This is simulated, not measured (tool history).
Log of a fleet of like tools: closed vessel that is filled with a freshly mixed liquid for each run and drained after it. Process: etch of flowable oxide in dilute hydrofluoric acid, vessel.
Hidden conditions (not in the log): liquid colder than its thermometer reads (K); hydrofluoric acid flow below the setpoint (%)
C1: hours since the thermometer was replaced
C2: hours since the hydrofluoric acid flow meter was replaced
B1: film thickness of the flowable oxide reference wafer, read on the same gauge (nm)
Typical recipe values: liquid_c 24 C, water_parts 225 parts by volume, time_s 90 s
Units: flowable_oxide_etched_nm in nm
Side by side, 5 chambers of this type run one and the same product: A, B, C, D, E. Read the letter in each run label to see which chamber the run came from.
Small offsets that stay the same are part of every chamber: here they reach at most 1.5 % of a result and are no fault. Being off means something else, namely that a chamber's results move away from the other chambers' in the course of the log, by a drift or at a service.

Run 1C, hour 11: usual settings; C1 56; C2 1167.3; B1 69.982. Result: flowable_oxide_etched_nm 14.433 nm.
At hour 14.4: chamber B: thermometer replaced.
Run 2E, hour 16.9: usual settings; C1 673.3; C2 1331.5; B1 69.985. Result: flowable_oxide_etched_nm 14.269 nm.
Run 3B, hour 28.7: usual settings; C1 14.3; C2 644.2; B1 69.994. Result: flowable_oxide_etched_nm 14.519 nm.
At hour 35.5: chamber E: hydrofluoric acid flow meter replaced.
Run 4D, hour 39.5: usual settings; C1 1379.7; C2 396.3; B1 70.022. Result: flowable_oxide_etched_nm 13.984 nm.
Run 5A, hour 47.4: usual settings; C1 48.6; C2 612.2; B1 69.981. Result: flowable_oxide_etched_nm 14.404 nm.
Run 6A, hour 55.3: usual settings; C1 56.5; C2 620.1; B1 69.999. Result: flowable_oxide_etched_nm 14.613 nm.
Run 7D, hour 67: usual settings; C1 1407.2; C2 423.8; B1 70.003. Result: flowable_oxide_etched_nm 14.338 nm.
Run 8E, hour 78.6: usual settings; C1 735; C2 43.2; B1 69.985. Result: flowable_oxide_etched_nm 14.47 nm.
At hour 83.6: chamber B: hydrofluoric acid flow meter replaced.
Run 9B, hour 86.8: usual settings; C1 72.4; C2 3.3; B1 70.01. Result: flowable_oxide_etched_nm 14.409 nm.
Run 10C, hour 97.5: usual settings but time_s 55 s; C1 142.5; C2 1253.8; B1 69.997. Result: flowable_oxide_etched_nm 8.7908 nm.
Run 11B, hour 106: usual settings but time_s 55 s; C1 91.6; C2 22.5; B1 70.023. Result: flowable_oxide_etched_nm 8.802 nm.
Run 12A, hour 117.3: usual settings but time_s 55 s; C1 118.5; C2 682.1; B1 70.019. Result: flowable_oxide_etched_nm 8.6218 nm.
Run 13C, hour 125: usual settings but time_s 55 s; C1 170; C2 1281.3; B1 69.994. Result: flowable_oxide_etched_nm 8.6856 nm.
Run 14E, hour 135.8: usual settings but time_s 55 s; C1 792.2; C2 100.4; B1 69.99. Result: flowable_oxide_etched_nm 8.95 nm.
Run 15D, hour 144.9: usual settings; C1 1485.1; C2 501.7; B1 70.013. Result: flowable_oxide_etched_nm 14.175 nm.
At hour 148.7: chamber D: thermometer replaced.
Run 16A, hour 151: usual settings; C1 152.2; C2 715.8; B1 69.992. Result: flowable_oxide_etched_nm 14.449 nm.
Run 17B, hour 158.5: usual settings; C1 144.1; C2 75; B1 70.014. Result: flowable_oxide_etched_nm 14.603 nm.
Run 18C, hour 165.1: usual settings; C1 210.1; C2 1321.4; B1 70.015. Result: flowable_oxide_etched_nm 14.011 nm.
Run 19D, hour 175.9: usual settings; C1 27.3; C2 532.7; B1 69.99. Result: flowable_oxide_etched_nm 14.275 nm.
Run 20E, hour 186.8: usual settings; C1 843.2; C2 151.4; B1 70.002. Result: flowable_oxide_etched_nm 14.304 nm.
Run 21D, hour 198.1: usual settings; C1 49.5; C2 554.9; B1 70.011. Result: flowable_oxide_etched_nm 14.397 nm.
Run 22E, hour 205.4: usual settings; C1 861.8; C2 170; B1 70.001. Result: flowable_oxide_etched_nm 14.405 nm.
Run 23A, hour 215.6: usual settings; C1 216.8; C2 780.4; B1 69.981. Result: flowable_oxide_etched_nm 14.536 nm.
Run 24B, hour 221.9: usual settings; C1 207.5; C2 138.4; B1 69.989. Result: flowable_oxide_etched_nm 14.297 nm.
Run 25C, hour 228.3: usual settings; C1 273.3; C2 1384.6; B1 70.005. Result: flowable_oxide_etched_nm 13.774 nm.
Run 26C, hour 238: usual settings; C1 283; C2 1394.3; B1 70.003. Result: flowable_oxide_etched_nm 13.819 nm.
Run 27D, hour 243.9: usual settings; C1 95.3; C2 600.7; B1 69.999. Result: flowable_oxide_etched_nm 14.232 nm.
Run 28A, hour 254: usual settings; C1 255.2; C2 818.8; B1 70. Result: flowable_oxide_etched_nm 14.537 nm.
Run 29B, hour 263.6: usual settings; C1 249.2; C2 180.1; B1 70.018. Result: flowable_oxide_etched_nm 14.22 nm.
Run 30E, hour 268.9: usual settings but time_s 135 s; C1 925.3; C2 233.5; B1 70.018. Result: flowable_oxide_etched_nm 21.473 nm.
Run 31C, hour 274.4: usual settings but time_s 135 s; C1 319.4; C2 1430.7; B1 70.024. Result: flowable_oxide_etched_nm 20.353 nm.
Run 32A, hour 286.3: usual settings but time_s 135 s; C1 287.5; C2 851.1; B1 70.013. Result: flowable_oxide_etched_nm 21.566 nm.
Run 33E, hour 294.7: usual settings but time_s 135 s; C1 951.1; C2 259.3; B1 69.993. Result: flowable_oxide_etched_nm 21.787 nm.
Run 34D, hour 306.2: usual settings but time_s 135 s; C1 157.6; C2 663; B1 70. Result: flowable_oxide_etched_nm 21.263 nm.
Run 35B, hour 314.9: usual settings; C1 300.5; C2 231.4; B1 70. Result: flowable_oxide_etched_nm 14.566 nm.
Run 36A, hour 326.6: usual settings but liquid_c 19.5 C; C1 327.8; C2 891.4; B1 69.999. Result: flowable_oxide_etched_nm 12.17 nm.
Run 37B, hour 338.7: usual settings but liquid_c 19.5 C; C1 324.3; C2 255.2; B1 70.01. Result: flowable_oxide_etched_nm 11.998 nm.
Run 38D, hour 346.8: usual settings but liquid_c 19.5 C; C1 198.2; C2 703.6; B1 69.998. Result: flowable_oxide_etched_nm 12.102 nm.
Run 39C, hour 352.4: usual settings but liquid_c 19.5 C; C1 397.4; C2 1508.7; B1 70.009. Result: flowable_oxide_etched_nm 10.989 nm.
Run 40E, hour 357.7: usual settings but liquid_c 19.5 C; C1 1014.1; C2 322.3; B1 70.017. Result: flowable_oxide_etched_nm 12.309 nm.
Run 41C, hour 363.2: usual settings; C1 408.2; C2 1519.5; B1 69.994. Result: flowable_oxide_etched_nm 12.952 nm.

Next, all 5 chambers run the settings below, one line each with question marks for the results. What does each chamber give?
Run 42A, hour 372: usual settings but liquid_c 26.5 C. Result: flowable_oxide_etched_nm ?.
Run 42B, hour 372: usual settings but liquid_c 26.5 C. Result: flowable_oxide_etched_nm ?.
Run 42C, hour 372: usual settings but liquid_c 26.5 C. Result: flowable_oxide_etched_nm ?.
Run 42D, hour 372: usual settings but liquid_c 26.5 C. Result: flowable_oxide_etched_nm ?.
Run 42E, hour 372: usual settings but liquid_c 26.5 C. Result: flowable_oxide_etched_nm ?.

run  flowable_oxide_etched_nm
42A                    15.913
42B                    15.698
42C                    14.335
42D                    15.684
42E                    15.798
